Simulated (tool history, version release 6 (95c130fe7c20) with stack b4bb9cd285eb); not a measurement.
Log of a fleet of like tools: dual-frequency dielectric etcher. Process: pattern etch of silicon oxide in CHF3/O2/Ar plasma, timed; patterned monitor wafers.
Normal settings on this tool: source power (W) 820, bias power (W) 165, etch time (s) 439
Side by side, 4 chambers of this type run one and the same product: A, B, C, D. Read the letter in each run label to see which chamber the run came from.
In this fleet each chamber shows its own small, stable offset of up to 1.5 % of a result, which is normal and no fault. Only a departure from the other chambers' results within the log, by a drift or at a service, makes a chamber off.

run,day,source power (W),bias power (W),etch time (s),"read-back reference wafer on the same gauge, depth_nm",mean etch depth across the wafer (Å)
1D,0.383,820,165,439,834.54,9560.4
2B,0.871,820,165,439,835.33,9376.5
3C,1.442,820,165,439,835.77,9479.9
4A,1.862,820,165,439,835.22,9608.5
5A,2.183,820,165,439,835.38,9534.5
6B,2.442,820,165,439,835.1,9367
7D,2.871,820,182,439,835.14,9841
8C,3.358,820,182,439,834.89,9730.1
9D,3.625,820,182,439,834.27,9827.9
10C,3.962,820,182,439,834.85,9789.4
11B,4.546,820,165,439,834.37,9469
12A,4.883,820,165,439,835.61,9471.4
13C,5.321,820,165,439,835.01,9431
14D,5.658,820,165,439,834.79,9551.3
15A,6.083,820,165,439,835.01,9493
16B,6.512,820,165,439,834.8,9605.8
17B,6.783,820,165,439,834.44,9601.2
18A,7.246,820,165,439,834.47,9561.3
# day 7.654: chamber C: wet clean of the chamber
19D,7.825,820,189,439,835.53,9957.8
20C,8.258,820,189,439,835.16,9848.1
21B,8.75,820,189,439,835.39,10102
22D,9.267,820,189,439,834.91,9968
23C,9.642,820,165,439,835.01,9439.9
24A,10.196,820,165,439,835.1,9552.8
25D,10.788,690,203,439,834.87,9521.9
26C,11.371,690,203,439,834.41,9504.2
27B,11.904,690,203,439,835.17,9853.8

All 4 chambers run these settings next. Forecast each chamber's results:
28A,12.329,820,165,439,,?
28B,12.329,820,165,439,,?
28C,12.329,820,165,439,,?
28D,12.329,820,165,439,,?

run,mean etch depth across the wafer (Å)
28A,9517.2
28B,9831.5
28C,9477.4
28D,9573.9
